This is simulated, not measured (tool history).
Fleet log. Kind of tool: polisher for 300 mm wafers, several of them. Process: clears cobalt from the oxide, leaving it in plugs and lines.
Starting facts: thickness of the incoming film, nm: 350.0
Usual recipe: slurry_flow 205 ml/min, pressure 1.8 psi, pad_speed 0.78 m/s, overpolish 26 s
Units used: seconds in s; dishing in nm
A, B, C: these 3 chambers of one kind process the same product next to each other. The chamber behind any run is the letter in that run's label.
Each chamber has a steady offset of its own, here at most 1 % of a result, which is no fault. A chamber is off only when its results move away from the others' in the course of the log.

| run | day | slurry_flow | pressure | pad_speed | overpolish | wafers polished on this pad | hours since the slurry nozzle was cleaned | hours since the head pressure was calibrated | seconds | dishing |
|---|---|---|---|---|---|---|---|---|---|---|
| 1B | 0.358 | 205 | 1.8 | 0.78 | 26 | 550 | 178.3 | 528.2 | 103.7 | 49.318 |
| 2A | 0.796 | 205 | 1.8 | 0.78 | 26 | 756 | 719.2 | 387.8 | 103.78 | 45.426 |
|  | 0.883 | chamber C: slurry nozzle cleaned |
| 3C | 1.092 | 205 | 1.8 | 0.78 | 26 | 495 | 5 | 451.3 | 102.77 | 49.286 |
|  | 1.238 | chamber A: worn pad replaced by a new one |
| 4C | 1.333 | 205 | 1.8 | 0.78 | 26 | 521 | 10.8 | 457.1 | 103.36 | 48.098 |
| 5B | 1.654 | 205 | 1.8 | 0.78 | 26 | 688 | 209.4 | 559.3 | 105.25 | 49.102 |
| 6A | 1.954 | 205 | 1.8 | 0.78 | 26 | 76 | 747 | 415.6 | 106.1 | 48.201 |
| 7C | 2.383 | 205 | 1.8 | 0.78 | 26 | 633 | 36 | 482.3 | 103.69 | 48.066 |
| 8B | 2.817 | 205 | 1.8 | 0.78 | 26 | 812 | 237.3 | 587.2 | 103.55 | 49.167 |
| 9A | 3.229 | 205 | 1.8 | 0.78 | 26 | 212 | 777.6 | 446.2 | 102.25 | 48.304 |
| 10B | 3.546 | 205 | 1.8 | 0.78 | 26 | 890 | 254.8 | 604.7 | 101.61 | 49.275 |
|  | 3.704 | chamber A: slurry nozzle cleaned |
| 11A | 3.833 | 205 | 1.8 | 0.78 | 26 | 277 | 3.2 | 460.7 | 106.47 | 47.443 |
| 12C | 4.233 | 205 | 1.8 | 0.78 | 26 | 830 | 80.4 | 526.7 | 103.52 | 48.542 |
| 13C | 4.512 | 205 | 1.8 | 0.78 | 26 | 860 | 87.1 | 533.4 | 103.17 | 48.76 |
| 14B | 4.783 | 205 | 1.8 | 0.78 | 13 | 1022 | 284.5 | 634.4 | 101.82 | 32.171 |
| 15A | 4.996 | 205 | 1.8 | 0.78 | 13 | 400 | 31.1 | 488.6 | 105.93 | 30.924 |
| 16C | 5.279 | 205 | 1.8 | 0.78 | 13 | 942 | 105.5 | 551.8 | 105.68 | 30.614 |
| 17B | 5.692 | 205 | 1.8 | 0.78 | 26 | 1119 | 306.3 | 656.2 | 101.09 | 48.921 |
| 18A | 6.079 | 205 | 1.8 | 0.78 | 26 | 516 | 57.1 | 514.6 | 104.32 | 46.824 |
| 19A | 6.333 | 205 | 1.8 | 0.78 | 26 | 543 | 63.2 | 520.7 | 104.13 | 45.896 |
| 20B | 6.633 | 205 | 1.8 | 0.78 | 26 | 1219 | 328.9 | 678.8 | 101.27 | 49.923 |
|  | 6.683 | chamber C: worn pad replaced by a new one |
| 21C | 6.925 | 205 | 1.8 | 0.78 | 26 | 25 | 145 | 591.3 | 104.93 | 49.511 |
|  | 7.088 | chamber B: head pressure recalibrated |
| 22C | 7.329 | 205 | 1.8 | 0.78 | 26 | 68 | 154.7 | 601 | 106.19 | 47.125 |
| 23A | 7.712 | 205 | 1.8 | 0.78 | 26 | 690 | 96.3 | 553.8 | 103.59 | 48.535 |
| 24B | 8.133 | 205 | 1.8 | 0.78 | 26 | 1379 | 364.9 | 25.2 | 103.56 | 47.462 |
|  | 8.233 | chamber A: worn pad replaced by a new one |
| 25C | 8.338 | 205 | 1.8 | 0.78 | 26 | 176 | 178.9 | 625.2 | 101.62 | 46.917 |
| 26A | 8.675 | 205 | 1.8 | 0.78 | 26 | 47 | 119.4 | 576.9 | 106.7 | 48.32 |
| 27B | 9.079 | 205 | 1.8 | 0.78 | 26 | 1480 | 387.6 | 47.9 | 101.32 | 50.221 |
| 28B | 9.479 | 205 | 1.8 | 0.78 | 26 | 1522 | 397.2 | 57.5 | 104.88 | 47.216 |
|  | 9.638 | chamber B: worn pad replaced by a new one |
| 29C | 9.833 | 205 | 1.8 | 0.88 | 26 | 335 | 214.8 | 661.1 | 93.285 | 48.8 |
| 30A | 10.175 | 205 | 1.8 | 0.88 | 26 | 207 | 155.4 | 612.9 | 91.566 | 50.793 |
| 31C | 10.542 | 205 | 1.8 | 0.88 | 26 | 411 | 231.8 | 678.1 | 95.264 | 47.819 |
| 32B | 10.812 | 205 | 1.8 | 0.78 | 26 | 125 | 429.2 | 89.5 | 104.15 | 48.756 |
| 33A | 11.125 | 205 | 1.8 | 0.78 | 26 | 308 | 178.2 | 635.7 | 104.05 | 48.207 |
| 34A | 11.438 | 205 | 1.5 | 0.52 | 26 | 341 | 185.7 | 643.2 | 191.24 | 34.019 |
| 35B | 11.817 | 205 | 1.5 | 0.52 | 26 | 232 | 453.3 | 113.6 | 185.11 | 35.846 |
| 36C | 12.246 | 205 | 1.5 | 0.52 | 26 | 593 | 272.7 | 719 | 196.04 | 33.423 |
| 37B | 12.671 | 165 | 1.8 | 0.78 | 37 | 323 | 473.8 | 134.1 | 107.49 | 55.532 |
| 38C | 12.917 | 165 | 1.8 | 0.78 | 37 | 664 | 288.8 | 735.1 | 112.4 | 54.794 |
| 39A | 13.25 | 165 | 1.8 | 0.78 | 37 | 534 | 229.2 | 686.7 | 108.13 | 53.55 |
| 40A | 13.529 | 205 | 1.8 | 0.78 | 26 | 564 | 235.9 | 693.4 | 103.09 | 46.563 |
| 41B | 13.838 | 205 | 1.8 | 0.78 | 26 | 448 | 501.8 | 162.1 | 100.32 | 48.137 |
| 42C | 14.142 | 205 | 1.8 | 0.78 | 26 | 795 | 318.2 | 764.5 | 113.15 | 48.286 |
| 43A | 14.458 | 205 | 1.8 | 0.78 | 26 | 663 | 258.2 | 715.7 | 103.94 | 47.103 |

Is one chamber off against the others, does the gauge drift, or is nothing wrong? If a chamber is off, say which, and what the likeliest cause is.

One chamber, C, drifts off from the rest bit by bit.
Cause: head's pressure below its setpoint, % = 7.25.
The log may not tell that from: slurry flow missing at the pad, %.

Here are 4 candidates for chamber C's next run, each the usual settings with a change, their results left as question marks. Which one brings its results back in line with what the others give on the usual settings?
Allowed miss from the other chambers' usual-settings mean, per result, to count as in line: seconds 5 s; dishing 3.7 nm
| 44C-1 | 14.771 | 205 | 1.9 | 0.8 | 26 |  |  |  | ? | ? |
| 44C-2 | 14.771 | 205 | 1.7 | 0.7 | 26 |  |  |  | ? | ? |
| 44C-3 | 14.771 | 205 | 1.9 | 0.86 | 27 |  |  |  | ? | ? |
| 44C-4 | 14.771 | 205 | 1.7 | 0.76 | 26 |  |  |  | ? | ? |

What the other chambers average on the usual settings: seconds 103.64 s; dishing 48.372 nm
| run | seconds | dishing |
|---|---|---|
| 44C-1 | 101.82 | 48.436 |
| 44C-2 | 129.56 | 42.792 |
| 44C-3 | 94.809 | 50.877 |
| 44C-4 | 119.49 | 44.717 |
Change 44C-1 lands the chamber within the allowed miss of the other chambers.
